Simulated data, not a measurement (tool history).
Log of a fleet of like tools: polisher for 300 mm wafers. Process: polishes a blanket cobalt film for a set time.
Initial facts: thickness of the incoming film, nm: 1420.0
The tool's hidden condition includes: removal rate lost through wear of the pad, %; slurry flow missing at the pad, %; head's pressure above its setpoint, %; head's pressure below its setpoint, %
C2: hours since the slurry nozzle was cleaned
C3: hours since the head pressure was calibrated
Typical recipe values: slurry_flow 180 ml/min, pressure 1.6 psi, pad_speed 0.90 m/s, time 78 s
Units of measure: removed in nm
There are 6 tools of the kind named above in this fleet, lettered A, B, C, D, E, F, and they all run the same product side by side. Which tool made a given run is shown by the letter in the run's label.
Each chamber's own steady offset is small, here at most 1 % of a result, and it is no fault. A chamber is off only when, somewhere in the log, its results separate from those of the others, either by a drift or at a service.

run 1C hour=7.1 | slurry_flow=180 pressure=1.6 pad_speed=0.90 time=78 | wafers_polished_on_this_pad=1299 C2=210.5 C3=667.6 | removed=283.79
run 2B hour=13.7 | slurry_flow=180 pressure=1.6 pad_speed=0.90 time=78 | wafers_polished_on_this_pad=370 C2=410.8 C3=203.2 | removed=285.52
run 3E hour=21.3 | slurry_flow=180 pressure=1.6 pad_speed=0.90 time=78 | wafers_polished_on_this_pad=576 C2=48.4 C3=635.5 | removed=284.25
-- hour=22.1 chamber C: worn pad replaced by a new one
-- hour=23.7 chamber E: worn pad replaced by a new one
-- hour=24.8 chamber D: worn pad replaced by a new one
-- hour=27.6 chamber A: slurry nozzle cleaned
run 4D hour=30.6 | slurry_flow=180 pressure=1.6 pad_speed=0.90 time=78 | wafers_polished_on_this_pad=51 C2=528.7 C3=683.3 | removed=283.80
run 5F hour=35.6 | slurry_flow=200 pressure=1.6 pad_speed=0.90 time=103 | wafers_polished_on_this_pad=484 C2=448.7 C3=406.2 | removed=377.98
run 6A hour=41.4 | slurry_flow=200 pressure=1.6 pad_speed=0.90 time=103 | wafers_polished_on_this_pad=616 C2=13.9 C3=416.1 | removed=371.93
-- hour=45.8 chamber A: head pressure recalibrated
run 7B hour=48.4 | slurry_flow=200 pressure=1.6 pad_speed=0.90 time=103 | wafers_polished_on_this_pad=678 C2=445.5 C3=237.9 | removed=386.59
-- hour=49.2 chamber D: slurry nozzle cleaned
run 8C hour=53.8 | slurry_flow=200 pressure=1.6 pad_speed=0.90 time=103 | wafers_polished_on_this_pad=282 C2=257.2 C3=714.3 | removed=377.64
run 9D hour=62.0 | slurry_flow=200 pressure=1.6 pad_speed=0.90 time=103 | wafers_polished_on_this_pad=331 C2=12.9 C3=714.7 | removed=379.32
-- hour=63.8 chamber A: worn pad replaced by a new one
run 10F hour=68.8 | slurry_flow=200 pressure=1.6 pad_speed=0.90 time=103 | wafers_polished_on_this_pad=780 C2=481.9 C3=439.4 | removed=382.12
-- hour=71.7 chamber D: head pressure recalibrated
run 11E hour=74.0 | slurry_flow=180 pressure=1.2 pad_speed=0.90 time=78 | wafers_polished_on_this_pad=447 C2=101.1 C3=688.2 | removed=208.47
-- hour=77.4 chamber B: slurry nozzle cleaned
run 12A hour=80.1 | slurry_flow=180 pressure=1.2 pad_speed=0.90 time=78 | wafers_polished_on_this_pad=144 C2=52.6 C3=34.4 | removed=211.67
run 13C hour=84.9 | slurry_flow=180 pressure=1.2 pad_speed=0.90 time=78 | wafers_polished_on_this_pad=559 C2=288.3 C3=745.4 | removed=211.84
run 14D hour=91.5 | slurry_flow=180 pressure=1.2 pad_speed=0.90 time=78 | wafers_polished_on_this_pad=593 C2=42.4 C3=19.8 | removed=214.44
run 15E hour=96.4 | slurry_flow=180 pressure=1.2 pad_speed=0.90 time=78 | wafers_polished_on_this_pad=646 C2=123.5 C3=710.6 | removed=210.60
-- hour=104.4 chamber E: worn pad replaced by a new one
run 16F hour=106.0 | slurry_flow=180 pressure=1.2 pad_speed=0.90 time=78 | wafers_polished_on_this_pad=1110 C2=519.1 C3=476.6 | removed=215.06
run 17B hour=113.0 | slurry_flow=180 pressure=1.6 pad_speed=0.90 time=78 | wafers_polished_on_this_pad=1253 C2=35.6 C3=302.5 | removed=281.33
run 18A hour=117.4 | slurry_flow=180 pressure=1.6 pad_speed=0.90 time=78 | wafers_polished_on_this_pad=476 C2=89.9 C3=71.7 | removed=277.13
run 19D hour=123.4 | slurry_flow=180 pressure=1.6 pad_speed=0.90 time=78 | wafers_polished_on_this_pad=876 C2=74.3 C3=51.7 | removed=280.77
run 20C hour=129.6 | slurry_flow=180 pressure=1.6 pad_speed=0.90 time=78 | wafers_polished_on_this_pad=956 C2=333.0 C3=790.1 | removed=276.27
-- hour=135.8 chamber D: worn pad replaced by a new one
run 21B hour=139.3 | slurry_flow=180 pressure=1.6 pad_speed=0.90 time=78 | wafers_polished_on_this_pad=1487 C2=61.9 C3=328.8 | removed=280.58
-- hour=140.6 chamber A: worn pad replaced by a new one
-- hour=143.9 chamber F: worn pad replaced by a new one
run 22A hour=144.9 | slurry_flow=180 pressure=1.6 pad_speed=0.90 time=78 | wafers_polished_on_this_pad=38 C2=117.4 C3=99.2 | removed=282.66
run 23E hour=153.2 | slurry_flow=180 pressure=1.6 pad_speed=0.90 time=78 | wafers_polished_on_this_pad=433 C2=180.3 C3=767.4 | removed=281.02
run 24F hour=161.0 | slurry_flow=180 pressure=1.6 pad_speed=1.16 time=78 | wafers_polished_on_this_pad=152 C2=574.1 C3=531.6 | removed=368.23
run 25C hour=169.5 | slurry_flow=180 pressure=1.6 pad_speed=1.16 time=78 | wafers_polished_on_this_pad=1311 C2=372.9 C3=830.0 | removed=361.99
-- hour=171.0 chamber E: worn pad replaced by a new one
run 26B hour=174.8 | slurry_flow=180 pressure=1.6 pad_speed=1.16 time=78 | wafers_polished_on_this_pad=1802 C2=97.4 C3=364.3 | removed=350.65
run 27D hour=179.1 | slurry_flow=180 pressure=1.6 pad_speed=1.16 time=78 | wafers_polished_on_this_pad=385 C2=130.0 C3=107.4 | removed=363.52
run 28F hour=187.6 | slurry_flow=180 pressure=1.6 pad_speed=1.16 time=78 | wafers_polished_on_this_pad=388 C2=600.7 C3=558.2 | removed=361.05
run 29E hour=194.0 | slurry_flow=180 pressure=1.6 pad_speed=1.16 time=78 | wafers_polished_on_this_pad=205 C2=221.1 C3=808.2 | removed=365.10
-- hour=196.1 chamber C: worn pad replaced by a new one
run 30A hour=203.4 | slurry_flow=180 pressure=1.6 pad_speed=0.90 time=78 | wafers_polished_on_this_pad=558 C2=175.9 C3=157.7 | removed=278.61
run 31A hour=209.5 | slurry_flow=180 pressure=1.6 pad_speed=0.90 time=78 | wafers_polished_on_this_pad=612 C2=182.0 C3=163.8 | removed=284.28
run 32B hour=215.5 | slurry_flow=180 pressure=2.0 pad_speed=1.06 time=78 | wafers_polished_on_this_pad=2164 C2=138.1 C3=405.0 | removed=393.40
-- hour=218.5 chamber F: slurry nozzle cleaned
run 33D hour=221.7 | slurry_flow=180 pressure=2.0 pad_speed=1.06 time=78 | wafers_polished_on_this_pad=764 C2=172.6 C3=150.0 | removed=415.54
-- hour=222.2 chamber A: worn pad replaced by a new one
-- hour=225.8 chamber C: slurry nozzle cleaned
run 34F hour=228.0 | slurry_flow=180 pressure=2.0 pad_speed=1.06 time=78 | wafers_polished_on_this_pad=747 C2=9.5 C3=598.6 | removed=410.68
run 35E hour=236.2 | slurry_flow=180 pressure=2.0 pad_speed=1.06 time=78 | wafers_polished_on_this_pad=580 C2=263.3 C3=850.4 | removed=410.27
run 36C hour=242.3 | slurry_flow=180 pressure=2.0 pad_speed=1.06 time=78 | wafers_polished_on_this_pad=411 C2=16.5 C3=902.8 | removed=411.59
run 37A hour=247.1 | slurry_flow=180 pressure=2.0 pad_speed=1.06 time=78 | wafers_polished_on_this_pad=221 C2=219.6 C3=201.4 | removed=404.73

Predict what each chamber gives when all 6 of them run the settings below next.
run 38A hour=254.0 | slurry_flow=180 pressure=1.6 pad_speed=1.18 time=78 | removed=?
run 38B hour=254.0 | slurry_flow=180 pressure=1.6 pad_speed=1.18 time=78 | removed=?
run 38C hour=254.0 | slurry_flow=180 pressure=1.6 pad_speed=1.18 time=78 | removed=?
run 38D hour=254.0 | slurry_flow=180 pressure=1.6 pad_speed=1.18 time=78 | removed=?
run 38E hour=254.0 | slurry_flow=180 pressure=1.6 pad_speed=1.18 time=78 | removed=?
run 38F hour=254.0 | slurry_flow=180 pressure=1.6 pad_speed=1.18 time=78 | removed=?

run=38A removed=365.00
run=38B removed=336.74
run=38C removed=364.97
run=38D removed=367.08
run=38E removed=373.69
run=38F removed=363.24

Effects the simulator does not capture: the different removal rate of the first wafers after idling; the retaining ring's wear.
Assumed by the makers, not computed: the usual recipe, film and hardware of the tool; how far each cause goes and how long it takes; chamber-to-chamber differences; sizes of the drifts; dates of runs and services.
